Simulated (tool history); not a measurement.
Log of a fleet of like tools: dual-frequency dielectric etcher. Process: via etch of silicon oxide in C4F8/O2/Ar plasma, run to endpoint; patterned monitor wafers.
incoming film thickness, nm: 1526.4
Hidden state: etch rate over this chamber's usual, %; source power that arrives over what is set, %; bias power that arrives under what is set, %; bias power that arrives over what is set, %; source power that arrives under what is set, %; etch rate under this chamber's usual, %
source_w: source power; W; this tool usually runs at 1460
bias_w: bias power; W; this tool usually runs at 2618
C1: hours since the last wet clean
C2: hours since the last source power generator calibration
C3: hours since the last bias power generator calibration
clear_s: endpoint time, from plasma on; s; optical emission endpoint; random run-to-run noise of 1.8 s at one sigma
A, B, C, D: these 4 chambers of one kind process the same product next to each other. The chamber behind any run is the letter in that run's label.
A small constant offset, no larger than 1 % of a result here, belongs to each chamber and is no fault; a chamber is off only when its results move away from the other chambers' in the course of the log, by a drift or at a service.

{"run": "1A", "hour": 5.3, "source_w": 1460, "bias_w": 2618, "C1": 355.9, "C2": 2826.8, "C3": 1076.5, "clear_s": 315.64}
{"run": "2D", "hour": 13.0, "source_w": 1460, "bias_w": 2618, "C1": 418.1, "C2": 1666.3, "C3": 626.9, "clear_s": 312.03}
{"run": "3C", "hour": 19.5, "source_w": 1460, "bias_w": 2618, "C1": 80.9, "C2": 2336.8, "C3": 1426.3, "clear_s": 315.35}
{"run": "4B", "hour": 27.9, "source_w": 1460, "bias_w": 2618, "C1": 123.1, "C2": 1561.4, "C3": 383.9, "clear_s": 316.02}
{"hour": 34.2, "done": "chamber D: wet clean of the chamber"}
{"run": "5A", "hour": 36.1, "source_w": 1460, "bias_w": 2618, "C1": 386.7, "C2": 2857.6, "C3": 1107.3, "clear_s": 315.24}
{"hour": 36.4, "done": "chamber A: wet clean of the chamber"}
{"run": "6B", "hour": 40.3, "source_w": 1460, "bias_w": 2618, "C1": 135.5, "C2": 1573.8, "C3": 396.3, "clear_s": 317.08}
{"run": "7C", "hour": 47.8, "source_w": 1460, "bias_w": 2618, "C1": 109.2, "C2": 2365.1, "C3": 1454.6, "clear_s": 311.16}
{"run": "8D", "hour": 53.6, "source_w": 1460, "bias_w": 2618, "C1": 19.5, "C2": 1706.9, "C3": 667.5, "clear_s": 312.88}
{"run": "9B", "hour": 59.6, "source_w": 1460, "bias_w": 2618, "C1": 154.8, "C2": 1593.1, "C3": 415.6, "clear_s": 313.51}
{"run": "10D", "hour": 65.2, "source_w": 1460, "bias_w": 2618, "C1": 31.1, "C2": 1718.5, "C3": 679.1, "clear_s": 310.83}
{"run": "11A", "hour": 69.2, "source_w": 1460, "bias_w": 2618, "C1": 32.8, "C2": 2890.7, "C3": 1140.4, "clear_s": 317.5}
{"run": "12C", "hour": 73.4, "source_w": 1460, "bias_w": 2618, "C1": 134.8, "C2": 2390.7, "C3": 1480.2, "clear_s": 315.32}
{"run": "13D", "hour": 78.0, "source_w": 1460, "bias_w": 2618, "C1": 43.9, "C2": 1731.3, "C3": 691.9, "clear_s": 308.58}
{"run": "14B", "hour": 83.3, "source_w": 1460, "bias_w": 2618, "C1": 178.5, "C2": 1616.8, "C3": 439.3, "clear_s": 313.56}
{"run": "15A", "hour": 90.9, "source_w": 1460, "bias_w": 2618, "C1": 54.5, "C2": 2912.4, "C3": 1162.1, "clear_s": 315.79}
{"run": "16C", "hour": 98.3, "source_w": 1460, "bias_w": 2618, "C1": 159.7, "C2": 2415.6, "C3": 1505.1, "clear_s": 312.86}
{"run": "17D", "hour": 103.0, "source_w": 1460, "bias_w": 2618, "C1": 68.9, "C2": 1756.3, "C3": 716.9, "clear_s": 312.41}
{"run": "18A", "hour": 109.9, "source_w": 1460, "bias_w": 2618, "C1": 73.5, "C2": 2931.4, "C3": 1181.1, "clear_s": 316.2}
{"run": "19C", "hour": 114.3, "source_w": 1350, "bias_w": 2288, "C1": 175.7, "C2": 2431.6, "C3": 1521.1, "clear_s": 337.8}
{"run": "20B", "hour": 118.3, "source_w": 1350, "bias_w": 2288, "C1": 213.5, "C2": 1651.8, "C3": 474.3, "clear_s": 339.83}
{"run": "21D", "hour": 123.0, "source_w": 1350, "bias_w": 2288, "C1": 88.9, "C2": 1776.3, "C3": 736.9, "clear_s": 335.61}
{"run": "22B", "hour": 128.8, "source_w": 1350, "bias_w": 2288, "C1": 224.0, "C2": 1662.3, "C3": 484.8, "clear_s": 339.55}
{"run": "23C", "hour": 133.3, "source_w": 1460, "bias_w": 3167, "C1": 194.7, "C2": 2450.6, "C3": 1540.1, "clear_s": 297.63}
{"run": "24A", "hour": 141.6, "source_w": 1460, "bias_w": 3167, "C1": 105.2, "C2": 2963.1, "C3": 1212.8, "clear_s": 299.01}
{"run": "25B", "hour": 149.1, "source_w": 1460, "bias_w": 3167, "C1": 244.3, "C2": 1682.6, "C3": 505.1, "clear_s": 295.88}
{"run": "26D", "hour": 154.6, "source_w": 1460, "bias_w": 3167, "C1": 120.5, "C2": 1807.9, "C3": 768.5, "clear_s": 289.77}
{"run": "27C", "hour": 159.0, "source_w": 1190, "bias_w": 2618, "C1": 220.4, "C2": 2476.3, "C3": 1565.8, "clear_s": 339.4}
{"run": "28A", "hour": 165.5, "source_w": 1190, "bias_w": 2618, "C1": 129.1, "C2": 2987.0, "C3": 1236.7, "clear_s": 344.55}
{"run": "29A", "hour": 170.9, "source_w": 1190, "bias_w": 2618, "C1": 134.5, "C2": 2992.4, "C3": 1242.1, "clear_s": 339.65}
{"run": "30C", "hour": 174.9, "source_w": 1190, "bias_w": 2618, "C1": 236.3, "C2": 2492.2, "C3": 1581.7, "clear_s": 336.84}
{"run": "31B", "hour": 181.7, "source_w": 1760, "bias_w": 2196, "C1": 276.9, "C2": 1715.2, "C3": 537.7, "clear_s": 309.19}
{"run": "32D", "hour": 188.0, "source_w": 1760, "bias_w": 2196, "C1": 153.9, "C2": 1841.3, "C3": 801.9, "clear_s": 303.64}
{"run": "33A", "hour": 192.6, "source_w": 1760, "bias_w": 2196, "C1": 156.2, "C2": 3014.1, "C3": 1263.8, "clear_s": 309.95}
{"run": "34C", "hour": 196.4, "source_w": 1760, "bias_w": 2196, "C1": 257.8, "C2": 2513.7, "C3": 1603.2, "clear_s": 309.56}
{"run": "35D", "hour": 204.6, "source_w": 1460, "bias_w": 2618, "C1": 170.5, "C2": 1857.9, "C3": 818.5, "clear_s": 312.17}
{"run": "36B", "hour": 209.1, "source_w": 1460, "bias_w": 2618, "C1": 304.3, "C2": 1742.6, "C3": 565.1, "clear_s": 313.63}
{"run": "37C", "hour": 214.3, "source_w": 1460, "bias_w": 2618, "C1": 275.7, "C2": 2531.6, "C3": 1621.1, "clear_s": 311.22}
{"run": "38B", "hour": 221.5, "source_w": 1460, "bias_w": 2618, "C1": 316.7, "C2": 1755.0, "C3": 577.5, "clear_s": 312.52}
{"run": "39A", "hour": 227.8, "source_w": 1460, "bias_w": 2618, "C1": 191.4, "C2": 3049.3, "C3": 1299.0, "clear_s": 317.46}
{"run": "40D", "hour": 233.8, "source_w": 1300, "bias_w": 2618, "C1": 199.7, "C2": 1887.1, "C3": 847.7, "clear_s": 324.93}
{"run": "41A", "hour": 241.8, "source_w": 1300, "bias_w": 2618, "C1": 205.4, "C2": 3063.3, "C3": 1313.0, "clear_s": 329.77}
{"run": "42D", "hour": 246.9, "source_w": 1300, "bias_w": 2618, "C1": 212.8, "C2": 1900.2, "C3": 860.8, "clear_s": 328.85}
{"run": "43C", "hour": 252.9, "source_w": 1300, "bias_w": 2618, "C1": 314.3, "C2": 2570.2, "C3": 1659.7, "clear_s": 328.03}
{"run": "44B", "hour": 260.0, "source_w": 1460, "bias_w": 2618, "C1": 355.2, "C2": 1793.5, "C3": 616.0, "clear_s": 314.31}

Read the log: is a single chamber off, either drifting away or since a service, is the gauge that measures every chamber drifting, or is nothing wrong beyond small per-chamber offsets? Name any odd chamber and what most likely caused it.

No chamber is off and the gauge is stable; the differences are just each chamber's small, constant offset.
